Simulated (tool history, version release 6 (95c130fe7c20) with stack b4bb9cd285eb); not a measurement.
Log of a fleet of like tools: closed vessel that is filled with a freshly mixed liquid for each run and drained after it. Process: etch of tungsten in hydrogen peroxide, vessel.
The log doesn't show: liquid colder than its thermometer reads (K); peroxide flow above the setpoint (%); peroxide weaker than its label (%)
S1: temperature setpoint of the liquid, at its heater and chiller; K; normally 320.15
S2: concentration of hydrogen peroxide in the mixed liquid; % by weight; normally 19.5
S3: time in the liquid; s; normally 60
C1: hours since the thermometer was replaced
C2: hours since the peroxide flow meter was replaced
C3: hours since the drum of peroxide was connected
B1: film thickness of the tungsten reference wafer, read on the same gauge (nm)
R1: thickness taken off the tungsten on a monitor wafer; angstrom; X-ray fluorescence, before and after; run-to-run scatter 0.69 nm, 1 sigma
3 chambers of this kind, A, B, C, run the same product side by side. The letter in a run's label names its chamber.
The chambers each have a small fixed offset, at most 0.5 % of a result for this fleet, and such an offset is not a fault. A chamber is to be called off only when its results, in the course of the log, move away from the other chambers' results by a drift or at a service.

| run | hour | S1 | S2 | S3 | C1 | C2 | C3 | B1 | R1 |
|---|---|---|---|---|---|---|---|---|---|
| 1C | 9.8 | 320.15 | 19.5 | 60 | 486.7 | 96.4 | 479.9 | 60.015 | 1386.7 |
| 2B | 15.9 | 320.15 | 19.5 | 60 | 23.8 | 495.3 | 998.1 | 59.995 | 1381 |
| 3A | 20.5 | 320.15 | 19.5 | 60 | 204 | 682.1 | 533.1 | 59.999 | 1384.2 |
| 4A | 27.4 | 320.15 | 19.5 | 60 | 210.9 | 689 | 540 | 60.032 | 1389.1 |
| 5B | 32.1 | 320.15 | 19.5 | 60 | 40 | 511.5 | 1014.3 | 59.981 | 1378.3 |
| 6C | 40.2 | 320.15 | 19.5 | 60 | 517.1 | 126.8 | 510.3 | 59.963 | 1373.6 |
| 7C | 44.8 | 320.15 | 14 | 60 | 521.7 | 131.4 | 514.9 | 59.958 | 1172.9 |
| 8B | 51.3 | 320.15 | 14 | 60 | 59.2 | 530.7 | 1033.5 | 60.007 | 1163.6 |
|  | 54.4 | chamber C: new drum of peroxide connected |
| 9A | 59.6 | 320.15 | 14 | 60 | 243.1 | 721.2 | 572.2 | 59.978 | 1171.9 |
| 10C | 66.3 | 324.15 | 19.5 | 60 | 543.2 | 152.9 | 11.9 | 59.966 | 1755.4 |
| 11A | 76.4 | 324.15 | 19.5 | 60 | 259.9 | 738 | 589 | 59.97 | 1766.1 |
|  | 76.6 | chamber B: peroxide flow meter replaced |
| 12B | 86.5 | 324.15 | 19.5 | 60 | 94.4 | 9.9 | 1068.7 | 60.052 | 1766.1 |
| 13A | 96.1 | 320.15 | 17 | 80 | 279.6 | 757.7 | 608.7 | 59.995 | 1718.7 |
| 14B | 101.3 | 320.15 | 17 | 80 | 109.2 | 24.7 | 1083.5 | 59.978 | 1723.3 |
| 15C | 106.5 | 320.15 | 17 | 80 | 583.4 | 193.1 | 52.1 | 59.996 | 1713.5 |
| 16B | 114.2 | 320.15 | 19.5 | 60 | 122.1 | 37.6 | 1096.4 | 60.01 | 1377.7 |
| 17A | 119 | 320.15 | 19.5 | 60 | 302.5 | 780.6 | 631.6 | 60.022 | 1385.6 |
| 18C | 129.2 | 320.15 | 24.5 | 60 | 606.1 | 215.8 | 74.8 | 59.985 | 1537.4 |
| 19C | 135.5 | 320.15 | 24.5 | 60 | 612.4 | 222.1 | 81.1 | 59.992 | 1533.2 |
| 20A | 140.6 | 320.15 | 24.5 | 60 | 324.1 | 802.2 | 653.2 | 60.011 | 1566.9 |
| 21B | 147.5 | 320.15 | 19.5 | 60 | 155.4 | 70.9 | 1129.7 | 59.968 | 1373.7 |
| 22C | 154.6 | 320.15 | 19.5 | 60 | 631.5 | 241.2 | 100.2 | 59.994 | 1384.4 |
| 23B | 160.6 | 320.15 | 19.5 | 60 | 168.5 | 84 | 1142.8 | 60.01 | 1370 |
| 24A | 169.7 | 320.15 | 19.5 | 60 | 353.2 | 831.3 | 682.3 | 60.02 | 1384 |
| 25B | 174.9 | 320.15 | 19.5 | 60 | 182.8 | 98.3 | 1157.1 | 59.992 | 1381.3 |
| 26A | 184.5 | 320.15 | 19.5 | 60 | 368 | 846.1 | 697.1 | 59.99 | 1391.7 |
| 27C | 191.2 | 320.15 | 19.5 | 60 | 668.1 | 277.8 | 136.8 | 59.989 | 1367 |
| 28A | 196.2 | 320.15 | 19.5 | 60 | 379.7 | 857.8 | 708.8 | 60.012 | 1375.9 |
| 29C | 204.1 | 320.15 | 19.5 | 60 | 681 | 290.7 | 149.7 | 60.016 | 1369 |
| 30B | 212.6 | 320.15 | 21.5 | 60 | 220.5 | 136 | 1194.8 | 60.038 | 1435 |
| 31B | 218.2 | 320.15 | 21.5 | 60 | 226.1 | 141.6 | 1200.4 | 60.019 | 1453.8 |
| 32A | 226 | 320.15 | 21.5 | 60 | 409.5 | 887.6 | 738.6 | 59.974 | 1455.6 |
|  | 231.6 | chamber C: thermometer replaced |
| 33C | 234.4 | 320.15 | 19.5 | 60 | 2.8 | 321 | 180 | 60.018 | 1382.5 |
|  | 237.3 | chamber A: peroxide flow meter replaced |
| 34B | 243.9 | 324.65 | 19.5 | 75 | 251.8 | 167.3 | 1226.1 | 59.989 | 2283.3 |
| 35C | 250.9 | 324.65 | 19.5 | 75 | 19.3 | 337.5 | 196.5 | 60.01 | 2268.9 |
|  | 254.9 | chamber B: new drum of peroxide connected |
| 36A | 259.2 | 324.65 | 19.5 | 75 | 442.7 | 22 | 771.8 | 59.98 | 2280.3 |
| 37C | 268.1 | 320.15 | 19.5 | 60 | 36.5 | 354.7 | 213.7 | 59.977 | 1388.7 |
| 38B | 276.3 | 320.15 | 19.5 | 60 | 284.2 | 199.7 | 21.4 | 60.004 | 1380.3 |
| 39A | 284.4 | 320.15 | 19.5 | 60 | 467.9 | 47.2 | 797 | 60.036 | 1383.4 |
| 40A | 289.8 | 313.15 | 16.5 | 60 | 473.3 | 52.6 | 802.4 | 60.017 | 812.31 |
| 41B | 295.9 | 313.15 | 16.5 | 60 | 303.8 | 219.3 | 41 | 59.994 | 814.94 |
| 42C | 303.3 | 313.15 | 16.5 | 60 | 71.7 | 389.9 | 248.9 | 60.005 | 814.7 |

Is one chamber off against the others, does the gauge drift, or is nothing wrong? If a chamber is off, say which, and what the likeliest cause is.

Beyond each chamber's small constant offset nothing stands out, and the gauge stays steady.
